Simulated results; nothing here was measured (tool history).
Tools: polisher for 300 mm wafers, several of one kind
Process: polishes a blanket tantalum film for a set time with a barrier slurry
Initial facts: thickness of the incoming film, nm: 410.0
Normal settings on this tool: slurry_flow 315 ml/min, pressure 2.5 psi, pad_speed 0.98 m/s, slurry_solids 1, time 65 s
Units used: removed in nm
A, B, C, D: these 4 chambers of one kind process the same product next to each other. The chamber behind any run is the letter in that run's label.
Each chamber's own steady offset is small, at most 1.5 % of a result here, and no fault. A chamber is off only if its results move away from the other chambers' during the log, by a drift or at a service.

{"hour": 2.6, "done": "chamber B: slurry blender recalibrated"}
{"run": "1A", "hour": 12.0, "slurry_flow": 315, "pressure": 2.5, "pad_speed": 0.98, "slurry_solids": 1, "time": 65, "removed": 137.53}
{"run": "2C", "hour": 17.9, "slurry_flow": 315, "pressure": 2.5, "pad_speed": 0.98, "slurry_solids": 1, "time": 65, "removed": 139.11}
{"run": "3D", "hour": 28.4, "slurry_flow": 315, "pressure": 2.5, "pad_speed": 0.98, "slurry_solids": 1, "time": 65, "removed": 136.77}
{"hour": 30.1, "done": "chamber C: worn pad replaced by a new one"}
{"run": "4B", "hour": 39.4, "slurry_flow": 315, "pressure": 2.5, "pad_speed": 0.98, "slurry_solids": 1, "time": 65, "removed": 140.21}
{"hour": 42.1, "done": "chamber A: worn pad replaced by a new one"}
{"run": "5B", "hour": 46.6, "slurry_flow": 315, "pressure": 2.5, "pad_speed": 0.98, "slurry_solids": 1, "time": 65, "removed": 139.32}
{"run": "6D", "hour": 55.0, "slurry_flow": 315, "pressure": 2.5, "pad_speed": 0.98, "slurry_solids": 1, "time": 65, "removed": 137.67}
{"run": "7C", "hour": 61.9, "slurry_flow": 315, "pressure": 2.5, "pad_speed": 0.98, "slurry_solids": 1, "time": 65, "removed": 137.72}
{"hour": 62.7, "done": "chamber D: head pressure recalibrated"}
{"run": "8A", "hour": 72.2, "slurry_flow": 315, "pressure": 2.5, "pad_speed": 0.98, "slurry_solids": 1, "time": 65, "removed": 140.24}
{"run": "9B", "hour": 80.4, "slurry_flow": 315, "pressure": 2.5, "pad_speed": 0.98, "slurry_solids": 1, "time": 65, "removed": 140.44}
{"run": "10A", "hour": 91.8, "slurry_flow": 315, "pressure": 2.5, "pad_speed": 0.98, "slurry_solids": 1, "time": 65, "removed": 138.36}
{"hour": 96.6, "done": "chamber A: slurry nozzle cleaned"}
{"run": "11D", "hour": 98.7, "slurry_flow": 315, "pressure": 2.5, "pad_speed": 0.74, "slurry_solids": 1, "time": 65, "removed": 106.03}
{"hour": 99.2, "done": "chamber D: slurry blender recalibrated"}
{"hour": 101.3, "done": "chamber B: slurry blender recalibrated"}
{"run": "12C", "hour": 111.5, "slurry_flow": 315, "pressure": 2.5, "pad_speed": 0.74, "slurry_solids": 1, "time": 65, "removed": 104.38}
{"run": "13A", "hour": 117.7, "slurry_flow": 315, "pressure": 2.5, "pad_speed": 0.74, "slurry_solids": 1, "time": 65, "removed": 105.68}
{"hour": 124.9, "done": "chamber D: worn pad replaced by a new one"}
{"run": "14B", "hour": 125.2, "slurry_flow": 315, "pressure": 2.5, "pad_speed": 0.74, "slurry_solids": 1, "time": 65, "removed": 104.55}
{"run": "15D", "hour": 136.1, "slurry_flow": 315, "pressure": 2.5, "pad_speed": 0.98, "slurry_solids": 1, "time": 65, "removed": 137.52}
{"run": "16C", "hour": 146.4, "slurry_flow": 315, "pressure": 2.5, "pad_speed": 0.98, "slurry_solids": 1, "time": 65, "removed": 139.28}
{"run": "17C", "hour": 159.5, "slurry_flow": 315, "pressure": 2.5, "pad_speed": 0.98, "slurry_solids": 1, "time": 65, "removed": 139.56}
{"hour": 159.8, "done": "chamber C: worn pad replaced by a new one"}
{"run": "18B", "hour": 169.2, "slurry_flow": 315, "pressure": 2.5, "pad_speed": 0.98, "slurry_solids": 1, "time": 65, "removed": 137.85}
{"hour": 172.4, "done": "chamber A: slurry blender recalibrated"}
{"run": "19A", "hour": 178.3, "slurry_flow": 315, "pressure": 2.5, "pad_speed": 0.98, "slurry_solids": 1, "time": 65, "removed": 138.58}
{"run": "20D", "hour": 186.6, "slurry_flow": 315, "pressure": 2.5, "pad_speed": 0.98, "slurry_solids": 1, "time": 65, "removed": 137.63}
{"hour": 195.0, "done": "chamber A: worn pad replaced by a new one"}
{"run": "21D", "hour": 197.0, "slurry_flow": 315, "pressure": 2.5, "pad_speed": 0.98, "slurry_solids": 1, "time": 65, "removed": 137.57}
{"run": "22C", "hour": 205.9, "slurry_flow": 315, "pressure": 2.5, "pad_speed": 0.98, "slurry_solids": 1, "time": 65, "removed": 138.83}
{"run": "23B", "hour": 214.4, "slurry_flow": 315, "pressure": 2.5, "pad_speed": 0.98, "slurry_solids": 1, "time": 65, "removed": 136.96}
{"run": "24A", "hour": 220.5, "slurry_flow": 315, "pressure": 2.5, "pad_speed": 0.98, "slurry_solids": 1, "time": 65, "removed": 138.77}
{"hour": 224.9, "done": "chamber B: slurry blender recalibrated"}
{"run": "25C", "hour": 230.2, "slurry_flow": 315, "pressure": 2.5, "pad_speed": 0.98, "slurry_solids": 1, "time": 65, "removed": 138.17}
{"run": "26B", "hour": 240.8, "slurry_flow": 315, "pressure": 2.5, "pad_speed": 0.98, "slurry_solids": 1, "time": 65, "removed": 137.6}
{"run": "27D", "hour": 252.3, "slurry_flow": 315, "pressure": 2.5, "pad_speed": 0.98, "slurry_solids": 1, "time": 65, "removed": 137.08}
{"hour": 257.2, "done": "chamber C: slurry blender recalibrated"}
{"run": "28A", "hour": 261.5, "slurry_flow": 315, "pressure": 2.5, "pad_speed": 0.98, "slurry_solids": 1, "time": 65, "removed": 137.11}
{"hour": 267.3, "done": "chamber C: head pressure recalibrated"}
{"run": "29B", "hour": 267.6, "slurry_flow": 315, "pressure": 2.5, "pad_speed": 0.98, "slurry_solids": 1, "time": 65, "removed": 134.54}
{"hour": 273.1, "done": "chamber D: worn pad replaced by a new one"}
{"run": "30D", "hour": 274.6, "slurry_flow": 315, "pressure": 2.5, "pad_speed": 0.98, "slurry_solids": 1, "time": 65, "removed": 140.68}
{"run": "31C", "hour": 284.9, "slurry_flow": 315, "pressure": 2.5, "pad_speed": 0.98, "slurry_solids": 1, "time": 65, "removed": 139.21}
{"hour": 286.9, "done": "chamber A: head pressure recalibrated"}
{"hour": 295.9, "done": "chamber C: worn pad replaced by a new one"}
{"run": "32A", "hour": 297.0, "slurry_flow": 315, "pressure": 2.5, "pad_speed": 0.98, "slurry_solids": 1, "time": 65, "removed": 138.18}
{"run": "33C", "hour": 306.4, "slurry_flow": 315, "pressure": 2.5, "pad_speed": 0.98, "slurry_solids": 1, "time": 65, "removed": 138.55}
{"hour": 309.9, "done": "chamber A: slurry nozzle cleaned"}
{"run": "34B", "hour": 313.7, "slurry_flow": 315, "pressure": 2.5, "pad_speed": 0.98, "slurry_solids": 1, "time": 65, "removed": 134.34}
{"run": "35D", "hour": 321.1, "slurry_flow": 315, "pressure": 2.5, "pad_speed": 0.98, "slurry_solids": 1, "time": 65, "removed": 138.84}
{"hour": 326.8, "done": "chamber A: worn pad replaced by a new one"}
{"hour": 329.5, "done": "chamber B: slurry blender recalibrated"}
{"run": "36A", "hour": 330.8, "slurry_flow": 315, "pressure": 2.5, "pad_speed": 0.98, "slurry_solids": 1, "time": 65, "removed": 138.89}
{"run": "37B", "hour": 342.2, "slurry_flow": 235, "pressure": 3.1, "pad_speed": 0.98, "slurry_solids": 1, "time": 65, "removed": 160.8}
{"run": "38C", "hour": 354.7, "slurry_flow": 235, "pressure": 3.1, "pad_speed": 0.98, "slurry_solids": 1, "time": 65, "removed": 166.19}
{"run": "39D", "hour": 367.6, "slurry_flow": 235, "pressure": 3.1, "pad_speed": 0.98, "slurry_solids": 1, "time": 65, "removed": 165.41}
{"run": "40A", "hour": 378.7, "slurry_flow": 235, "pressure": 3.1, "pad_speed": 0.98, "slurry_solids": 1, "time": 65, "removed": 168.93}
{"hour": 385.3, "done": "chamber D: slurry blender recalibrated"}
{"run": "41C", "hour": 385.6, "slurry_flow": 355, "pressure": 2.5, "pad_speed": 1.12, "slurry_solids": 1, "time": 65, "removed": 159.8}
{"run": "42D", "hour": 399.1, "slurry_flow": 355, "pressure": 2.5, "pad_speed": 1.12, "slurry_solids": 1, "time": 65, "removed": 160.38}
{"hour": 404.0, "done": "chamber B: head pressure recalibrated"}
{"run": "43A", "hour": 411.1, "slurry_flow": 355, "pressure": 2.5, "pad_speed": 1.12, "slurry_solids": 1, "time": 65, "removed": 161.36}
{"run": "44B", "hour": 418.5, "slurry_flow": 355, "pressure": 2.5, "pad_speed": 1.12, "slurry_solids": 1, "time": 65, "removed": 154.14}

All chambers now run identical settings, listed one chamber a line with results as question marks. What results will each chamber show?
{"run": "45A", "hour": 428.3, "slurry_flow": 315, "pressure": 2.5, "pad_speed": 0.98, "slurry_solids": 1, "time": 65, "removed": "?"}
{"run": "45B", "hour": 428.3, "slurry_flow": 315, "pressure": 2.5, "pad_speed": 0.98, "slurry_solids": 1, "time": 65, "removed": "?"}
{"run": "45C", "hour": 428.3, "slurry_flow": 315, "pressure": 2.5, "pad_speed": 0.98, "slurry_solids": 1, "time": 65, "removed": "?"}
{"run": "45D", "hour": 428.3, "slurry_flow": 315, "pressure": 2.5, "pad_speed": 0.98, "slurry_solids": 1, "time": 65, "removed": "?"}

run=45A removed=139.72
run=45B removed=131.08
run=45C removed=138.57
run=45D removed=137.69
